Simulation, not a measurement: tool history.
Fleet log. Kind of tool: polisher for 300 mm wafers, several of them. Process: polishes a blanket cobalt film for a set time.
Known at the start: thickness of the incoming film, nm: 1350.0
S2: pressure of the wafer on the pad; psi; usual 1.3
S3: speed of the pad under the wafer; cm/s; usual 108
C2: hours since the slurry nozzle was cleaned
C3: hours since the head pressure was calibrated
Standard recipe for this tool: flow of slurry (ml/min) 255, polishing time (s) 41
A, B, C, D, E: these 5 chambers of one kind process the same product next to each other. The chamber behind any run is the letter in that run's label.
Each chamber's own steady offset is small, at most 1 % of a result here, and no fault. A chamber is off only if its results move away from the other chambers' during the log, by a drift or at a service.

{"run": "1C", "hour": 4.2, "flow of slurry (ml/min)": 255, "S2": 1.3, "S3": 108, "polishing time (s)": 41, "wafers polished on this pad": 903, "C2": 372.5, "C3": 24.3, "film removed (nm)": 137.69}
{"run": "2B", "hour": 9.1, "flow of slurry (ml/min)": 255, "S2": 1.3, "S3": 108, "polishing time (s)": 41, "wafers polished on this pad": 428, "C2": 54.9, "C3": 445.6, "film removed (nm)": 141.25}
{"run": "3A", "hour": 14.3, "flow of slurry (ml/min)": 255, "S2": 1.3, "S3": 108, "polishing time (s)": 41, "wafers polished on this pad": 1126, "C2": 74.9, "C3": 1043.8, "film removed (nm)": 142.25}
{"run": "4E", "hour": 20.1, "flow of slurry (ml/min)": 255, "S2": 1.3, "S3": 108, "polishing time (s)": 41, "wafers polished on this pad": 468, "C2": 252.8, "C3": 310.5, "film removed (nm)": 140.21}
{"hour": 24.7, "done": "chamber A: worn pad replaced by a new one"}
{"run": "5D", "hour": 26.4, "flow of slurry (ml/min)": 310, "S2": 1.3, "S3": 108, "polishing time (s)": 30, "wafers polished on this pad": 434, "C2": 708.5, "C3": 421.9, "film removed (nm)": 106.58}
{"run": "6C", "hour": 32.2, "flow of slurry (ml/min)": 310, "S2": 1.3, "S3": 108, "polishing time (s)": 30, "wafers polished on this pad": 1308, "C2": 400.5, "C3": 52.3, "film removed (nm)": 104.86}
{"hour": 35.1, "done": "chamber E: worn pad replaced by a new one"}
{"hour": 36.3, "done": "chamber D: worn pad replaced by a new one"}
{"hour": 38.5, "done": "chamber C: worn pad replaced by a new one"}
{"run": "7E", "hour": 38.6, "flow of slurry (ml/min)": 310, "S2": 1.3, "S3": 108, "polishing time (s)": 30, "wafers polished on this pad": 50, "C2": 271.3, "C3": 329.0, "film removed (nm)": 105.32}
{"hour": 42.7, "done": "chamber D: slurry nozzle cleaned"}
{"run": "8D", "hour": 43.2, "flow of slurry (ml/min)": 310, "S2": 1.3, "S3": 108, "polishing time (s)": 30, "wafers polished on this pad": 100, "C2": 0.5, "C3": 438.7, "film removed (nm)": 106.49}
{"run": "9A", "hour": 51.0, "flow of slurry (ml/min)": 310, "S2": 1.3, "S3": 108, "polishing time (s)": 30, "wafers polished on this pad": 381, "C2": 111.6, "C3": 1080.5, "film removed (nm)": 106.86}
{"run": "10B", "hour": 59.0, "flow of slurry (ml/min)": 255, "S2": 1.3, "S3": 108, "polishing time (s)": 41, "wafers polished on this pad": 1150, "C2": 104.8, "C3": 495.5, "film removed (nm)": 141.05}
{"hour": 60.0, "done": "chamber C: slurry nozzle cleaned"}
{"run": "11D", "hour": 63.4, "flow of slurry (ml/min)": 255, "S2": 1.3, "S3": 108, "polishing time (s)": 41, "wafers polished on this pad": 392, "C2": 20.7, "C3": 458.9, "film removed (nm)": 139.58}
{"hour": 67.3, "done": "chamber B: worn pad replaced by a new one"}
{"run": "12E", "hour": 69.9, "flow of slurry (ml/min)": 255, "S2": 1.3, "S3": 108, "polishing time (s)": 41, "wafers polished on this pad": 503, "C2": 302.6, "C3": 360.3, "film removed (nm)": 141.23}
{"run": "13C", "hour": 76.6, "flow of slurry (ml/min)": 255, "S2": 1.3, "S3": 128, "polishing time (s)": 41, "wafers polished on this pad": 551, "C2": 16.7, "C3": 96.7, "film removed (nm)": 169.18}
{"hour": 79.0, "done": "chamber D: worn pad replaced by a new one"}
{"hour": 80.3, "done": "chamber E: worn pad replaced by a new one"}
{"run": "14A", "hour": 80.6, "flow of slurry (ml/min)": 255, "S2": 1.3, "S3": 128, "polishing time (s)": 41, "wafers polished on this pad": 809, "C2": 141.2, "C3": 1110.1, "film removed (nm)": 167.6}
{"run": "15B", "hour": 86.6, "flow of slurry (ml/min)": 255, "S2": 1.3, "S3": 128, "polishing time (s)": 41, "wafers polished on this pad": 279, "C2": 132.4, "C3": 523.1, "film removed (nm)": 167.63}
{"run": "16C", "hour": 93.7, "flow of slurry (ml/min)": 255, "S2": 1.3, "S3": 128, "polishing time (s)": 41, "wafers polished on this pad": 799, "C2": 33.8, "C3": 113.8, "film removed (nm)": 164.54}
{"hour": 99.6, "done": "chamber B: head pressure recalibrated"}
{"run": "17A", "hour": 100.9, "flow of slurry (ml/min)": 255, "S2": 1.3, "S3": 128, "polishing time (s)": 41, "wafers polished on this pad": 1102, "C2": 161.5, "C3": 1130.4, "film removed (nm)": 170.01}
{"hour": 101.9, "done": "chamber A: worn pad replaced by a new one"}
{"run": "18B", "hour": 105.1, "flow of slurry (ml/min)": 300, "S2": 1.5, "S3": 108, "polishing time (s)": 41, "wafers polished on this pad": 547, "C2": 150.9, "C3": 5.5, "film removed (nm)": 168.74}
{"run": "19E", "hour": 110.4, "flow of slurry (ml/min)": 300, "S2": 1.5, "S3": 108, "polishing time (s)": 41, "wafers polished on this pad": 436, "C2": 343.1, "C3": 400.8, "film removed (nm)": 163.06}
{"run": "20D", "hour": 118.8, "flow of slurry (ml/min)": 300, "S2": 1.5, "S3": 108, "polishing time (s)": 41, "wafers polished on this pad": 575, "C2": 76.1, "C3": 514.3, "film removed (nm)": 164.82}
{"hour": 121.4, "done": "chamber C: worn pad replaced by a new one"}
{"run": "21D", "hour": 123.1, "flow of slurry (ml/min)": 300, "S2": 1.5, "S3": 108, "polishing time (s)": 41, "wafers polished on this pad": 637, "C2": 80.4, "C3": 518.6, "film removed (nm)": 166.95}
{"hour": 124.6, "done": "chamber D: worn pad replaced by a new one"}
{"run": "22A", "hour": 129.2, "flow of slurry (ml/min)": 300, "S2": 1.5, "S3": 108, "polishing time (s)": 41, "wafers polished on this pad": 395, "C2": 189.8, "C3": 1158.7, "film removed (nm)": 165.09}
{"hour": 129.8, "done": "chamber E: worn pad replaced by a new one"}
{"run": "23B", "hour": 136.4, "flow of slurry (ml/min)": 255, "S2": 1.3, "S3": 108, "polishing time (s)": 41, "wafers polished on this pad": 999, "C2": 182.2, "C3": 36.8, "film removed (nm)": 141.11}
{"run": "24C", "hour": 142.6, "flow of slurry (ml/min)": 255, "S2": 1.3, "S3": 108, "polishing time (s)": 41, "wafers polished on this pad": 306, "C2": 82.7, "C3": 162.7, "film removed (nm)": 139.52}
{"run": "25E", "hour": 147.3, "flow of slurry (ml/min)": 255, "S2": 1.3, "S3": 108, "polishing time (s)": 41, "wafers polished on this pad": 253, "C2": 380.0, "C3": 437.7, "film removed (nm)": 135.66}
{"run": "26C", "hour": 151.2, "flow of slurry (ml/min)": 255, "S2": 1.3, "S3": 108, "polishing time (s)": 41, "wafers polished on this pad": 430, "C2": 91.3, "C3": 171.3, "film removed (nm)": 139.43}
{"run": "27E", "hour": 157.3, "flow of slurry (ml/min)": 255, "S2": 1.3, "S3": 108, "polishing time (s)": 41, "wafers polished on this pad": 398, "C2": 390.0, "C3": 447.7, "film removed (nm)": 140.35}
{"hour": 162.5, "done": "chamber D: worn pad replaced by a new one"}
{"run": "28A", "hour": 162.6, "flow of slurry (ml/min)": 255, "S2": 1.3, "S3": 108, "polishing time (s)": 41, "wafers polished on this pad": 878, "C2": 223.2, "C3": 1192.1, "film removed (nm)": 141.12}
{"hour": 165.4, "done": "chamber B: slurry nozzle cleaned"}
{"hour": 166.3, "done": "chamber D: head pressure recalibrated"}
{"hour": 167.8, "done": "chamber B: worn pad replaced by a new one"}
{"run": "29D", "hour": 168.7, "flow of slurry (ml/min)": 255, "S2": 1.5, "S3": 108, "polishing time (s)": 41, "wafers polished on this pad": 90, "C2": 126.0, "C3": 2.4, "film removed (nm)": 163.63}
{"run": "30B", "hour": 174.9, "flow of slurry (ml/min)": 255, "S2": 1.5, "S3": 108, "polishing time (s)": 41, "wafers polished on this pad": 103, "C2": 9.6, "C3": 75.3, "film removed (nm)": 165.02}
{"run": "31A", "hour": 180.3, "flow of slurry (ml/min)": 255, "S2": 1.5, "S3": 108, "polishing time (s)": 41, "wafers polished on this pad": 1134, "C2": 240.9, "C3": 1209.8, "film removed (nm)": 165.9}
{"hour": 181.3, "done": "chamber E: worn pad replaced by a new one"}
{"run": "32E", "hour": 188.6, "flow of slurry (ml/min)": 255, "S2": 1.5, "S3": 108, "polishing time (s)": 41, "wafers polished on this pad": 105, "C2": 421.3, "C3": 479.0, "film removed (nm)": 152.57}
{"run": "33D", "hour": 196.1, "flow of slurry (ml/min)": 255, "S2": 1.5, "S3": 108, "polishing time (s)": 41, "wafers polished on this pad": 486, "C2": 153.4, "C3": 29.8, "film removed (nm)": 161.1}
{"run": "34C", "hour": 202.3, "flow of slurry (ml/min)": 255, "S2": 1.3, "S3": 108, "polishing time (s)": 41, "wafers polished on this pad": 1169, "C2": 142.4, "C3": 222.4, "film removed (nm)": 140.92}
{"run": "35B", "hour": 207.8, "flow of slurry (ml/min)": 255, "S2": 1.5, "S3": 108, "polishing time (s)": 41, "wafers polished on this pad": 579, "C2": 42.5, "C3": 108.2, "film removed (nm)": 165.53}
{"run": "36B", "hour": 212.4, "flow of slurry (ml/min)": 255, "S2": 1.5, "S3": 108, "polishing time (s)": 41, "wafers polished on this pad": 645, "C2": 47.1, "C3": 112.8, "film removed (nm)": 164.09}

The same settings go to every chamber for the next run, one line per chamber below. Forecast the results for each:
{"run": "37A", "hour": 218.7, "flow of slurry (ml/min)": 255, "S2": 1.3, "S3": 108, "polishing time (s)": 41, "film removed (nm)": "?"}
{"run": "37B", "hour": 218.7, "flow of slurry (ml/min)": 255, "S2": 1.3, "S3": 108, "polishing time (s)": 41, "film removed (nm)": "?"}
{"run": "37C", "hour": 218.7, "flow of slurry (ml/min)": 255, "S2": 1.3, "S3": 108, "polishing time (s)": 41, "film removed (nm)": "?"}
{"run": "37D", "hour": 218.7, "flow of slurry (ml/min)": 255, "S2": 1.3, "S3": 108, "polishing time (s)": 41, "film removed (nm)": "?"}
{"run": "37E", "hour": 218.7, "flow of slurry (ml/min)": 255, "S2": 1.3, "S3": 108, "polishing time (s)": 41, "film removed (nm)": "?"}

run=37A film_removed_(nm)=138.30
run=37B film_removed_(nm)=138.64
run=37C film_removed_(nm)=142.04
run=37D film_removed_(nm)=140.25
run=37E film_removed_(nm)=128.91
